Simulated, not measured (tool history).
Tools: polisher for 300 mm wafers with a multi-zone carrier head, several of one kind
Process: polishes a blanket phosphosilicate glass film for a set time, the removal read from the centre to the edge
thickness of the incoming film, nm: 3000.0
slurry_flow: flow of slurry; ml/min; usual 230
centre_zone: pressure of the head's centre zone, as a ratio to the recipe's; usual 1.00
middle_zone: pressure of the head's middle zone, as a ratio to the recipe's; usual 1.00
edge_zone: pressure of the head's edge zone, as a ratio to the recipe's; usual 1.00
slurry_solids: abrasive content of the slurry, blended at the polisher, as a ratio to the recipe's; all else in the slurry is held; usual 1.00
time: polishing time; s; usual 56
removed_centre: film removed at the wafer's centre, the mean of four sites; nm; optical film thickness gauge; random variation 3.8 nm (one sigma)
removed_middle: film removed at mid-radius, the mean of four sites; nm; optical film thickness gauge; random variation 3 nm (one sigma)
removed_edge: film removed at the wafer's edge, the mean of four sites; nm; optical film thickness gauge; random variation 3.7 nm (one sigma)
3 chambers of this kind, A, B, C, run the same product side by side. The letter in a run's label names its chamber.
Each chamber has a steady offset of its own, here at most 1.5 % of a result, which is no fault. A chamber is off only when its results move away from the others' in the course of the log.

run,hour,slurry_flow,centre_zone,middle_zone,edge_zone,slurry_solids,time,wafers polished on this pad,hours since the slurry nozzle was cleaned,hours since the centre zone pressure was calibrated,hours since the edge zone pressure was calibrated,removed_centre,removed_middle,removed_edge
# hour 4.1: chamber A: centre zone pressure recalibrated
# hour 8.1: chamber B: worn pad replaced by a new one
1C,10.1,230,1.00,1.00,1.00,1.00,56,1057,514.8,202.5,924.0,336.68,334.45,330.34
# hour 17.9: chamber C: edge zone pressure recalibrated
2B,21.4,230,1.00,1.00,1.00,1.00,56,188,852.9,748.0,716.5,331.55,333.24,331.26
# hour 22.1: chamber C: worn pad replaced by a new one
# hour 27.4: chamber B: centre zone pressure recalibrated
3A,31.8,230,1.00,1.00,1.00,1.00,56,947,280.2,27.8,228.1,336.60,328.61,332.74
4A,45.6,230,1.00,1.00,1.00,1.00,56,1142,294.0,41.6,241.9,338.42,325.17,328.81
# hour 50.7: chamber B: slurry nozzle cleaned
# hour 54.5: chamber A: worn pad replaced by a new one
5C,60.3,230,1.00,1.00,1.00,1.00,56,539,565.0,252.7,42.5,335.20,331.85,334.89
6B,70.5,230,1.00,1.00,1.00,1.00,56,881,19.9,43.2,765.6,323.34,336.28,334.12
7B,79.8,230,1.08,1.00,1.00,1.00,37,1012,29.2,52.5,774.9,238.12,221.94,218.05
# hour 84.7: chamber B: worn pad replaced by a new one
8C,94.3,230,1.08,1.00,1.00,1.00,37,1020,599.0,286.7,76.5,237.41,220.26,219.81
# hour 105.7: chamber C: worn pad replaced by a new one
9A,109.8,230,1.08,1.00,1.00,1.00,37,780,358.2,105.8,306.1,243.27,217.19,218.60
# hour 114.6: chamber C: slurry nozzle cleaned
10B,117.5,230,1.00,1.00,1.00,1.00,56,463,66.9,90.2,812.6,322.99,339.64,328.21
11C,125.0,230,1.00,1.00,1.00,1.00,56,273,10.5,317.4,107.2,328.02,333.63,334.31
12A,135.9,230,1.00,1.00,1.00,1.00,56,1149,384.3,131.9,332.2,338.25,331.23,323.43
13C,143.1,285,1.00,1.00,1.00,1.00,56,529,28.6,335.5,125.3,342.63,342.32,340.73
# hour 145.7: chamber A: worn pad replaced by a new one
# hour 148.0: chamber B: edge zone pressure recalibrated
14B,154.2,285,1.00,1.00,1.00,1.00,56,981,103.6,126.9,6.2,343.74,338.52,342.73
# hour 160.3: chamber B: worn pad replaced by a new one
15A,169.5,285,1.00,1.00,1.00,1.00,56,337,417.9,165.5,365.8,342.00,336.27,335.43
16A,180.2,230,1.00,1.00,1.00,1.00,56,488,428.6,176.2,376.5,336.99,332.74,325.99
# hour 180.3: chamber C: worn pad replaced by a new one
17C,187.4,230,1.00,1.00,1.00,1.00,56,100,72.9,379.8,169.6,338.13,338.42,336.12
18B,203.0,230,0.94,1.11,1.00,1.00,56,604,152.4,175.7,55.0,307.67,372.80,326.61
19A,210.8,230,0.94,1.11,1.00,1.00,56,920,459.2,206.8,407.1,311.91,365.90,327.63
# hour 221.7: chamber B: worn pad replaced by a new one
20C,226.7,230,0.94,1.11,1.00,1.00,56,655,112.2,419.1,208.9,305.48,370.47,337.52
# hour 230.2: chamber A: worn pad replaced by a new one
21B,236.7,230,1.00,1.00,1.00,1.00,56,212,186.1,209.4,88.7,334.58,332.06,328.38
22C,250.9,230,1.00,1.00,1.00,1.00,56,997,136.4,443.3,233.1,334.34,339.68,335.20
23B,261.2,230,1.00,1.00,1.00,0.75,71,558,210.6,233.9,113.2,366.01,367.88,363.62
24A,270.9,230,1.00,1.00,1.00,0.75,71,575,519.3,266.9,467.2,371.40,368.39,364.14
# hour 271.7: chamber C: worn pad replaced by a new one
25B,283.3,230,1.00,1.00,1.00,0.75,71,870,232.7,256.0,135.3,362.43,369.05,364.07
26C,295.2,230,1.00,1.00,1.00,1.00,56,332,180.7,487.6,277.4,333.91,335.93,326.76
# hour 299.1: chamber B: worn pad replaced by a new one
27A,309.6,230,1.00,1.00,1.00,1.00,56,1121,558.0,305.6,505.9,336.77,325.80,328.35
28B,321.9,230,1.00,1.00,1.00,1.00,56,322,271.3,294.6,173.9,330.19,336.66,329.27
# hour 326.7: chamber A: worn pad replaced by a new one
29A,331.6,230,1.00,1.00,1.00,1.00,56,70,580.0,327.6,527.9,344.65,327.97,326.95
30C,340.1,230,1.00,1.00,1.06,1.00,66,966,225.6,532.5,322.3,392.59,391.68,415.08

What goes on in this fleet: one chamber off, a drifting gauge, or nothing beyond the chambers' own small offsets? Name the chamber and the cause, if any.

No chamber stands off beyond its own small offset, and the gauge holds steady.

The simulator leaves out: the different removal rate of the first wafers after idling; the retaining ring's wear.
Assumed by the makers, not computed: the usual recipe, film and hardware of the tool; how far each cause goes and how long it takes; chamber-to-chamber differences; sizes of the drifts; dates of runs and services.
